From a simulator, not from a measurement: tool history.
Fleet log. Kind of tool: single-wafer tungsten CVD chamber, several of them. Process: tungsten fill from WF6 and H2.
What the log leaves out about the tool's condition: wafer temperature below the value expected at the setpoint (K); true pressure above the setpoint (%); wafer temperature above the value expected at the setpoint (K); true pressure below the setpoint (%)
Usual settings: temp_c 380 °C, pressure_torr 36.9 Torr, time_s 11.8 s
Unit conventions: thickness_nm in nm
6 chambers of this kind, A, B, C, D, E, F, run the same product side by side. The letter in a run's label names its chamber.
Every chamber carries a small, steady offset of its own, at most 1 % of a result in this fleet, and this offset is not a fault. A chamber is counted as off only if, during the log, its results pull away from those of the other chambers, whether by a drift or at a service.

run	hour	temp_c	pressure_torr	time_s	hours since the last thermocouple change	hours since the last manometer calibration	read-back reference wafer on the same gauge, thickness_nm	thickness_nm
1E	15.2	380	36.9	11.8	1346.2	1212.7	21.621	25.819
2B	25.6	380	36.9	11.8	153	351.5	21.619	25.413
3C	34	380	36.9	11.8	2095.4	1502.2	21.606	25.524
4D	41.5	380	36.9	11.8	2544.1	1307.1	21.614	25.672
5A	52.2	380	36.9	11.8	634.2	2361.9	21.608	25.486
6F	62.4	380	36.9	11.8	701.6	1846.4	21.589	25.482
7F	69.8	380	36.9	11.8	709	1853.8	21.604	25.344
8C	79.8	380	36.9	11.8	2141.2	1548	21.589	25.406
9D	94.7	380	36.9	11.8	2597.3	1360.3	21.588	25.757
10A	107.2	380	36.9	11.8	689.2	2416.9	21.604	25.387
11B	114.1	380	36.9	11.8	241.5	440	21.591	25.234
# hour 122.8: chamber E: thermocouple changed; heater temperature recalibrated
12E	126.8	380	44.2	10.4	4	1324.3	21.596	24.708
13B	135.4	380	44.2	10.4	262.8	461.3	21.597	24.316
14F	147.3	380	44.2	10.4	786.5	1931.3	21.604	24.392
15C	159.1	380	44.2	10.4	2220.5	1627.3	21.603	24.472
16A	174.6	380	44.2	10.4	756.6	2484.3	21.605	24.35
# hour 185: chamber C: thermocouple changed; heater temperature recalibrated
17E	189.9	380	44.2	10.4	67.1	1387.4	21.588	24.861
# hour 193.3: chamber A: capacitance manometer re-zeroed and calibrated
18D	198.3	380	36.9	11.8	2700.9	1463.9	21.604	25.743
19A	205.1	367	36.9	11.8	787.1	11.8	21.599	19.967
20C	212.7	367	36.9	11.8	27.7	1680.9	21.604	19.293
21E	227.2	367	36.9	11.8	104.4	1424.7	21.581	19.767
22D	239.1	367	36.9	11.8	2741.7	1504.7	21.609	19.68
23F	253.7	367	36.9	11.8	892.9	2037.7	21.581	19.469
24B	262.9	367	36.9	11.8	390.3	588.8	21.608	19.362
25E	272.7	380	36.9	10.8	149.9	1470.2	21.606	23.798
26C	279.7	380	36.9	10.8	94.7	1747.9	21.607	23.359
27F	290.8	380	36.9	10.8	930	2074.8	21.597	23.369
28B	302.9	380	36.9	10.8	430.3	628.8	21.595	23.196
29A	314.5	380	36.9	10.8	896.5	121.2	21.61	24.04
# hour 315.1: chamber D: thermocouple changed; heater temperature recalibrated
30D	325.9	380	36.9	10.8	10.9	1591.5	21.596	23.493
31C	341	380	36.9	11.8	156	1809.2	21.602	25.526
32F	349.4	380	36.9	11.8	988.6	2133.4	21.589	25.524
33D	362.5	380	36.9	11.8	47.5	1628.1	21.606	25.539
34B	370.2	380	36.9	11.8	497.6	696.1	21.596	25.31
35A	378	380	36.9	11.8	960	184.7	21.597	26.429
36E	388.6	380	36.9	11.8	265.8	1586.1	21.588	25.894
37E	399.1	380	36.9	11.8	276.3	1596.6	21.598	25.788
38B	407.4	380	36.9	11.8	534.8	733.3	21.601	25.456
39A	420.8	380	36.9	11.8	1002.8	227.5	21.592	26.43
40D	430.1	380	36.9	11.8	115.1	1695.7	21.593	25.616
41C	438	380	36.9	11.8	253	1906.2	21.598	25.59

What goes on in this fleet: one chamber off, a drifting gauge, or nothing beyond the chambers' own small offsets? Name the chamber and the cause, if any.

A service left chamber A off against the others.
Most likely cause: true pressure above the setpoint (%) = 7.75.

Chamber A could run next with any of the 4 candidate recipes listed below; each alters the usual settings, and their results appear as question marks. Which one brings its results back in line with what the other chambers deliver on the usual settings?
To be in line, a result may differ from the other chambers' mean on the usual settings by at most: thickness_nm 0.25 nm
42A-1	449.1	380	37.1	11.9				?
42A-2	449.1	380	34.5	11.8				?
42A-3	449.1	380	37.5	12.1				?
42A-4	449.1	380	36.9	11.7				?

What the other chambers average on the usual settings: thickness_nm 25.564 nm
run	thickness_nm
42A-1	26.609
42A-2	25.519
42A-3	27.19
42A-4	26.095
The answer is 42A-2, which returns the chamber to within the allowed miss of the others.

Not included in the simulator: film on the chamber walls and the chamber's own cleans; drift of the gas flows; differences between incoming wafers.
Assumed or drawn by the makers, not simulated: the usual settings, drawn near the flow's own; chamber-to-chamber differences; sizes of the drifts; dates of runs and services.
